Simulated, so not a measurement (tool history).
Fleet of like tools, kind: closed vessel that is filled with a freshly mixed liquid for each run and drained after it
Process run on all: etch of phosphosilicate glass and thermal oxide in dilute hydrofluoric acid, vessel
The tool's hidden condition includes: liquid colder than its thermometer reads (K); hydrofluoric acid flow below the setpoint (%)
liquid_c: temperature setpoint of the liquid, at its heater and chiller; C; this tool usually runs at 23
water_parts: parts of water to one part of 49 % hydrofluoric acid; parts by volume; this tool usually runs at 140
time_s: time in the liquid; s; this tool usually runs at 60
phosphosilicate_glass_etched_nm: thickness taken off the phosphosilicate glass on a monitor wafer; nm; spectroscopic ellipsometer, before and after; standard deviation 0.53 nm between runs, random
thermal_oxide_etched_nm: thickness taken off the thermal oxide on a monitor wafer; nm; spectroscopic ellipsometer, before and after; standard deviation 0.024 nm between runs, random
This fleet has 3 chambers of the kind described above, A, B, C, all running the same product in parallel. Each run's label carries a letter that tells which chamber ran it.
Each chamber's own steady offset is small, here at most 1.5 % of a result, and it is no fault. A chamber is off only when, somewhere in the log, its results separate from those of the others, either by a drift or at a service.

run   hour  liquid_c  water_parts  time_s  hours since the thermometer was replaced  hours since the hydrofluoric acid flow meter was replaced  read-back film thickness of the phosphosilicate glass reference wafer, read on the same gauge (nm)  read-back film thickness of the thermal oxide reference wafer, read on the same gauge (nm)  phosphosilicate_glass_etched_nm  thermal_oxide_etched_nm
 1B   13.7        23          140      60                                    1321.8                                                     1528.5                                                                                              60.029                                                                                      119.99                           68.218                   1.9267
 2C   27.2        23          140      60                                    1553.0                                                      582.1                                                                                              59.994                                                                                      120.01                           69.190                   1.8863
      29.7  -- chamber A: hydrofluoric acid flow meter replaced
 3A   38.0        23          140      60                                    1887.4                                                        8.3                                                                                              59.990                                                                                      119.99                           69.498                   1.8290
 4B   51.6        23          140      60                                    1359.7                                                     1566.4                                                                                              59.969                                                                                      120.00                           68.738                   1.8959
 5C   61.6        23          140      60                                    1587.4                                                      616.5                                                                                              59.954                                                                                      120.02                           68.540                   1.8773
 6A   73.1        23          140      60                                    1922.5                                                       43.4                                                                                              59.995                                                                                      120.00                           69.040                   1.8724
 7A   86.4        23          140      60                                    1935.8                                                       56.7                                                                                              60.006                                                                                      120.00                           68.737                   1.8542
 8B  101.5        23          140      60                                    1409.6                                                     1616.3                                                                                              60.012                                                                                      120.00                           68.676                   1.8826
 9C  114.9        23          140      60                                    1640.7                                                      669.8                                                                                              60.010                                                                                      119.99                           68.459                   1.8863
10A  129.7        23          140      60                                    1979.1                                                      100.0                                                                                              59.989                                                                                      120.02                           70.361                   1.8187
11C  136.9        23          140      60                                    1662.7                                                      691.8                                                                                              59.992                                                                                      120.02                           69.662                   1.8795
12B  152.8        23          140      60                                    1460.9                                                     1667.6                                                                                              59.990                                                                                      119.98                           68.624                   1.9538
13C  160.8        23          140      60                                    1686.6                                                      715.7                                                                                              60.031                                                                                      120.00                           70.158                   1.8621
14A  171.8        23          180      85                                    2021.2                                                      142.1                                                                                              59.983                                                                                      119.99                           72.909                   1.9293
15B  185.1        23          180      85                                    1493.2                                                     1699.9                                                                                              59.997                                                                                      119.99                           72.216                   2.0172
16B  200.0        23          180      85                                    1508.1                                                     1714.8                                                                                              59.971                                                                                      119.99                           73.064                   1.9746
17C  208.9        23          140      60                                    1734.7                                                      763.8                                                                                              60.002                                                                                      120.00                           69.746                   1.8612
     216.9  -- chamber B: thermometer replaced
18A  223.6        23          140      60                                    2073.0                                                      193.9                                                                                              60.057                                                                                      120.01                           69.126                   1.8985
19C  231.6        23          140      60                                    1757.4                                                      786.5                                                                                              59.991                                                                                      119.99                           68.720                   1.8855
20B  247.4        23          140      60                                      30.6                                                     1762.2                                                                                              59.975                                                                                      120.02                           69.369                   1.8892
21A  256.9        25          140      60                                    2106.3                                                      227.2                                                                                              59.972                                                                                      119.99                           75.252                   1.9869

Read the log: is a single chamber off, either drifting away or since a service, is the gauge that measures every chamber drifting, or is nothing wrong beyond small per-chamber offsets? Name any odd chamber and what most likely caused it.

All chambers stay in line apart from their small fixed offsets, and the gauge does not drift.

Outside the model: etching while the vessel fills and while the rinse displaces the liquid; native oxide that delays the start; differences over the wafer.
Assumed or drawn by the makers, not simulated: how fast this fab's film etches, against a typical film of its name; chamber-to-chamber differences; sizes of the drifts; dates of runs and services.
